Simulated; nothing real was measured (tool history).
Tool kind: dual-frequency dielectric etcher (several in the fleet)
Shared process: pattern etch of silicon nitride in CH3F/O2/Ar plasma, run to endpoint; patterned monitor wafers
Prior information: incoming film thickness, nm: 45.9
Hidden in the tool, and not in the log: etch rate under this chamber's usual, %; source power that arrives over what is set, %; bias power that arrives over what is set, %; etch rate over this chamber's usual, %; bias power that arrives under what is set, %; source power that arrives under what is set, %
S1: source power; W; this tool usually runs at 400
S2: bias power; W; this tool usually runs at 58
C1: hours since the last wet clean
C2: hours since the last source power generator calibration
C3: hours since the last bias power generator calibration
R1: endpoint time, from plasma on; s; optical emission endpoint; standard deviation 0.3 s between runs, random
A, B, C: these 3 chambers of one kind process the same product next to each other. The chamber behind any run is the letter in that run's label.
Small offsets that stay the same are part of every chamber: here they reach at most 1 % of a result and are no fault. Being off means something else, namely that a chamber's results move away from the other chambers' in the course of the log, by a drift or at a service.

run,hour,S1,S2,C1,C2,C3,R1
1C,8.8,400,58,162.6,568.4,1231.1,71.951
2A,15.8,400,58,485.1,1893.7,659.2,70.387
3B,25.0,400,58,357.7,1838.2,861.3,71.291
4A,32.0,400,58,501.3,1909.9,675.4,70.655
5B,37.5,400,58,370.2,1850.7,873.8,71.158
6C,43.4,460,47,197.2,603.0,1265.7,71.989
7A,50.1,460,47,519.4,1928.0,693.5,71.245
8C,55.8,460,47,209.6,615.4,1278.1,72.416
9B,60.7,400,58,393.4,1873.9,897.0,71.197
10B,70.2,400,68,402.9,1883.4,906.5,67.460
11A,79.5,400,68,548.8,1957.4,722.9,66.727
12C,85.6,400,68,239.4,645.2,1307.9,67.519
# hour 90.3: chamber B: wet clean of the chamber
13B,92.6,400,58,2.4,1905.8,928.9,71.796
14A,98.3,400,58,567.6,1976.2,741.7,70.535
15C,103.9,400,58,257.7,663.5,1326.2,71.828
# hour 107.5: chamber A: wet clean of the chamber
16A,111.0,400,58,3.6,1988.9,754.4,72.998
17C,116.5,400,58,270.3,676.1,1338.8,71.452
18B,126.0,400,58,35.8,1939.2,962.3,70.847
19A,131.3,400,58,23.9,2009.2,774.7,73.022
20B,140.0,400,58,49.8,1953.2,976.3,70.653
21C,145.7,400,58,299.5,705.3,1368.0,71.924
22A,155.0,400,58,47.6,2032.9,798.4,72.975
23B,164.0,400,58,73.8,1977.2,1000.3,71.573
24C,172.7,400,58,326.5,732.3,1395.0,71.350
25A,179.3,400,58,71.9,2057.2,822.7,72.669
26B,189.1,400,58,98.9,2002.3,1025.4,70.713
27C,195.5,400,58,349.3,755.1,1417.8,70.810
28C,205.0,400,58,358.8,764.6,1427.3,71.181
29A,210.1,320,58,102.7,2088.0,853.5,79.151
30B,218.1,320,58,127.9,2031.3,1054.4,77.746
31C,222.7,320,58,376.5,782.3,1445.0,77.357
32B,229.6,400,58,139.4,2042.8,1065.9,71.234
# hour 238.6: chamber A: source power generator calibrated
33A,239.2,400,58,131.8,0.7,882.6,72.889
34C,248.9,400,58,402.7,808.5,1471.2,71.284

Is one chamber out of step, is the gauge drifting, or do the chambers differ by no more than their own small offsets? For an off chamber, give its letter and the likeliest cause.

A service left chamber A off against the others.
Likeliest cause: etch rate under this chamber's usual, % = 2.98.

Below are 4 candidate recipes for chamber A's next run, each the usual settings with a change, their results shown as question marks. Which of them brings A's results back in line with what the other chambers give on the usual settings?
In-line tolerance around the mean of the other chambers on the usual settings: R1 1.000 s
35A-1,255.9,400,66,,,,?
35A-2,255.9,370,55,,,,?
35A-3,255.9,410,60,,,,?
35A-4,255.9,400,54,,,,?

Usual-settings mean across the other chambers: R1 71.324 s
run,R1
35A-1,69.534
35A-2,76.130
35A-3,71.102
35A-4,74.294
Change 35A-3 lands the chamber within the allowed miss of the other chambers.
